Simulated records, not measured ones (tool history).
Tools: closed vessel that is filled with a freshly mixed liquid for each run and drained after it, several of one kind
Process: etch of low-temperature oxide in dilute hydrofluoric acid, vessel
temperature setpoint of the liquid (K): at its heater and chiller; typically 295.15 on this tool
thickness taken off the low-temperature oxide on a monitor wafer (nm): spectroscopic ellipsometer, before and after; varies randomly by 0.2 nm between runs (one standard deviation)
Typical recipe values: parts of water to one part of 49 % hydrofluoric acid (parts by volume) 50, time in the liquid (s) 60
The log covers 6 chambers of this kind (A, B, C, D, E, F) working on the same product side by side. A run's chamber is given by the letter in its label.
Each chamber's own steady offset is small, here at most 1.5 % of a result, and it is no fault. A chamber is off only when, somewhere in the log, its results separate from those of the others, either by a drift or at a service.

run,hour,temperature setpoint of the liquid (K),parts of water to one part of 49 % hydrofluoric acid (parts by volume),time in the liquid (s),hours since the thermometer was replaced,hours since the hydrofluoric acid flow meter was replaced,"read-back film thickness of the low-temperature oxide reference wafer, read on the same gauge (nm)",thickness taken off the low-temperature oxide on a monitor wafer (nm)
1A,11.7,295.15,50,60,469.1,70.3,149.99,29.799
2D,25.3,295.15,50,60,1453.1,120.9,149.98,29.015
3E,36.1,295.15,50,60,425.5,655.8,150.00,29.733
4C,44.6,295.15,50,60,1324.8,1487.4,149.99,29.124
5F,56.9,295.15,50,60,979.6,189.2,150.00,29.579
6B,69.1,295.15,50,50,1063.6,679.8,149.99,24.850
7F,79.8,295.15,50,50,1002.5,212.1,150.02,24.589
8A,87.1,295.15,50,50,544.5,145.7,149.97,24.404
9C,93.5,295.15,50,50,1373.7,1536.3,150.03,24.298
10E,102.6,295.15,50,50,492.0,722.3,150.02,24.875
11D,111.1,295.15,50,50,1538.9,206.7,150.00,24.308
12B,119.2,295.15,50,60,1113.7,729.9,149.98,29.389
13F,126.4,295.15,50,60,1049.1,258.7,150.02,29.063
14D,134.4,295.15,50,60,1562.2,230.0,149.99,29.293
15E,146.6,295.15,50,60,536.0,766.3,149.97,29.850
16B,157.7,295.15,50,60,1152.2,768.4,150.01,29.683
17A,167.8,295.15,50,60,625.2,226.4,150.02,29.341
18C,174.0,295.15,50,60,1454.2,1616.8,150.00,29.693
19D,186.8,292.65,40,60,1614.6,282.4,150.02,33.319
20F,200.3,292.65,40,60,1123.0,332.6,149.98,32.972
21C,213.9,292.65,40,60,1494.1,1656.7,150.00,33.250
22A,222.3,292.65,40,60,679.7,280.9,150.00,33.413
23E,229.2,292.65,40,60,618.6,848.9,150.01,33.697
24B,238.2,292.65,40,60,1232.7,848.9,149.99,32.825
25B,246.0,295.15,50,60,1240.5,856.7,149.97,29.018
26E,256.9,291.65,50,60,646.3,876.6,150.03,25.312
# hour 264.1: chamber C: hydrofluoric acid flow meter replaced
27F,267.3,291.65,50,60,1190.0,399.6,150.03,25.053
28A,280.5,291.65,50,60,737.9,339.1,150.00,24.850
29C,288.8,291.65,50,60,1569.0,24.8,150.00,25.399
30D,302.4,291.65,50,60,1730.2,398.0,150.00,25.189
31F,310.8,291.65,50,60,1233.5,443.1,150.03,25.199
32A,317.5,295.15,50,60,774.9,376.1,150.00,29.461
33C,329.0,295.15,50,60,1609.2,65.0,149.99,29.624
34D,338.9,297.15,50,60,1766.7,434.5,150.01,31.516
35E,347.7,297.15,50,60,737.1,967.4,149.97,32.393
36B,356.5,297.15,50,60,1351.0,967.2,150.01,29.958
37F,362.8,297.15,50,60,1285.5,495.1,150.02,31.834
38B,373.0,297.15,50,60,1367.5,983.7,149.99,29.764
39D,380.5,297.15,50,60,1808.3,476.1,149.98,31.586
40A,393.1,295.15,50,60,850.5,451.7,149.98,29.167
# hour 394.9: chamber E: thermometer replaced
41C,402.6,295.15,50,60,1682.8,138.6,149.99,29.388
42E,414.0,295.15,60,60,19.1,1033.7,150.00,24.521
43C,421.7,295.15,60,60,1701.9,157.7,150.03,24.496

Predict what each chamber gives when all 6 of them run the settings below next.
44A,431.6,295.15,50,60,,,,?
44B,431.6,295.15,50,60,,,,?
44C,431.6,295.15,50,60,,,,?
44D,431.6,295.15,50,60,,,,?
44E,431.6,295.15,50,60,,,,?
44F,431.6,295.15,50,60,,,,?

run,thickness taken off the low-temperature oxide on a monitor wafer (nm)
44A,29.136
44B,27.197
44C,29.548
44D,29.006
44E,29.883
44F,29.108
